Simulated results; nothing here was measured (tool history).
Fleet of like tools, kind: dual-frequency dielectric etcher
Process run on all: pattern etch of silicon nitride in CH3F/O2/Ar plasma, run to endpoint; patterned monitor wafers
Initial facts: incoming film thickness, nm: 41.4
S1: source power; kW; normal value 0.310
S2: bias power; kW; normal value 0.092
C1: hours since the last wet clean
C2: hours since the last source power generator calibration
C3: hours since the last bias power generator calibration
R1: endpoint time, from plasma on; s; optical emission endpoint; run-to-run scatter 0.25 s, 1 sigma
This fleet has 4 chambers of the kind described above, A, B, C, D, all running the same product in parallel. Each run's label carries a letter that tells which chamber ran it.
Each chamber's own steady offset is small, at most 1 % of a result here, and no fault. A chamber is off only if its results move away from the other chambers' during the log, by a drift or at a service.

run 1B hour=10.2 | S1=0.310 S2=0.092 | C1=285.4 C2=698.9 C3=281.5 | R1=59.866
run 2A hour=23.2 | S1=0.310 S2=0.092 | C1=464.7 C2=1354.0 C3=1961.7 | R1=61.222
run 3C hour=30.9 | S1=0.310 S2=0.092 | C1=323.7 C2=879.8 C3=4311.6 | R1=59.731
run 4D hour=39.5 | S1=0.310 S2=0.092 | C1=441.6 C2=763.4 C3=2372.0 | R1=60.987
run 5D hour=49.3 | S1=0.310 S2=0.092 | C1=451.4 C2=773.2 C3=2381.8 | R1=60.723
run 6B hour=64.4 | S1=0.280 S2=0.092 | C1=339.6 C2=753.1 C3=335.7 | R1=62.172
run 7C hour=76.9 | S1=0.280 S2=0.092 | C1=369.7 C2=925.8 C3=4357.6 | R1=62.379
run 8A hour=86.3 | S1=0.280 S2=0.092 | C1=527.8 C2=1417.1 C3=2024.8 | R1=63.494
run 9C hour=101.3 | S1=0.280 S2=0.092 | C1=394.1 C2=950.2 C3=4382.0 | R1=61.935
run 10D hour=107.9 | S1=0.280 S2=0.092 | C1=510.0 C2=831.8 C3=2440.4 | R1=63.372
-- hour=115.4 chamber C: wet clean of the chamber
run 11A hour=118.5 | S1=0.280 S2=0.092 | C1=560.0 C2=1449.3 C3=2057.0 | R1=63.304
run 12B hour=125.5 | S1=0.280 S2=0.092 | C1=400.7 C2=814.2 C3=396.8 | R1=62.315
run 13D hour=135.1 | S1=0.280 S2=0.092 | C1=537.2 C2=859.0 C3=2467.6 | R1=63.116
run 14B hour=148.1 | S1=0.280 S2=0.073 | C1=423.3 C2=836.8 C3=419.4 | R1=67.682
-- hour=158.6 chamber A: wet clean of the chamber
run 15A hour=162.9 | S1=0.280 S2=0.073 | C1=4.3 C2=1493.7 C3=2101.4 | R1=69.309
run 16C hour=178.3 | S1=0.280 S2=0.073 | C1=62.9 C2=1027.2 C3=4459.0 | R1=67.408
run 17D hour=193.4 | S1=0.280 S2=0.073 | C1=595.5 C2=917.3 C3=2525.9 | R1=68.188
run 18A hour=208.6 | S1=0.310 S2=0.092 | C1=50.0 C2=1539.4 C3=2147.1 | R1=61.323
run 19B hour=220.6 | S1=0.310 S2=0.070 | C1=495.8 C2=909.3 C3=491.9 | R1=66.340
run 20C hour=235.2 | S1=0.310 S2=0.070 | C1=119.8 C2=1084.1 C3=4515.9 | R1=65.554
run 21D hour=249.2 | S1=0.310 S2=0.070 | C1=651.3 C2=973.1 C3=2581.7 | R1=66.161
run 22C hour=261.0 | S1=0.310 S2=0.070 | C1=145.6 C2=1109.9 C3=4541.7 | R1=66.020
run 23B hour=269.3 | S1=0.310 S2=0.092 | C1=544.5 C2=958.0 C3=540.6 | R1=60.138
run 24A hour=279.3 | S1=0.310 S2=0.092 | C1=120.7 C2=1610.1 C3=2217.8 | R1=60.739
run 25A hour=291.5 | S1=0.310 S2=0.092 | C1=132.9 C2=1622.3 C3=2230.0 | R1=61.048
run 26C hour=304.6 | S1=0.310 S2=0.092 | C1=189.2 C2=1153.5 C3=4585.3 | R1=60.338
run 27D hour=314.6 | S1=0.310 S2=0.092 | C1=716.7 C2=1038.5 C3=2647.1 | R1=59.663
run 28B hour=329.6 | S1=0.310 S2=0.092 | C1=604.8 C2=1018.3 C3=600.9 | R1=59.753
run 29B hour=340.1 | S1=0.310 S2=0.092 | C1=615.3 C2=1028.8 C3=611.4 | R1=59.639
run 30D hour=352.3 | S1=0.360 S2=0.092 | C1=754.4 C2=1076.2 C3=2684.8 | R1=55.984
run 31A hour=365.9 | S1=0.360 S2=0.092 | C1=207.3 C2=1696.7 C3=2304.4 | R1=57.934
-- hour=368.2 chamber B: wet clean of the chamber
run 32C hour=376.1 | S1=0.360 S2=0.092 | C1=260.7 C2=1225.0 C3=4656.8 | R1=56.830
run 33C hour=390.3 | S1=0.360 S2=0.092 | C1=274.9 C2=1239.2 C3=4671.0 | R1=57.074
run 34B hour=404.3 | S1=0.310 S2=0.092 | C1=36.1 C2=1093.0 C3=675.6 | R1=60.348
run 35A hour=412.9 | S1=0.270 S2=0.085 | C1=254.3 C2=1743.7 C3=2351.4 | R1=66.053
run 36D hour=421.7 | S1=0.270 S2=0.085 | C1=823.8 C2=1145.6 C3=2754.2 | R1=63.969
run 37A hour=435.9 | S1=0.270 S2=0.085 | C1=277.3 C2=1766.7 C3=2374.4 | R1=66.035
run 38D hour=446.8 | S1=0.270 S2=0.085 | C1=848.9 C2=1170.7 C3=2779.3 | R1=63.237

All 4 chambers run these settings next. Forecast each chamber's results:
run 39A hour=457.8 | S1=0.310 S2=0.092 | R1=?
run 39B hour=457.8 | S1=0.310 S2=0.092 | R1=?
run 39C hour=457.8 | S1=0.310 S2=0.092 | R1=?
run 39D hour=457.8 | S1=0.310 S2=0.092 | R1=?

run=39A R1=60.922
run=39B R1=59.882
run=39C R1=60.255
run=39D R1=58.359
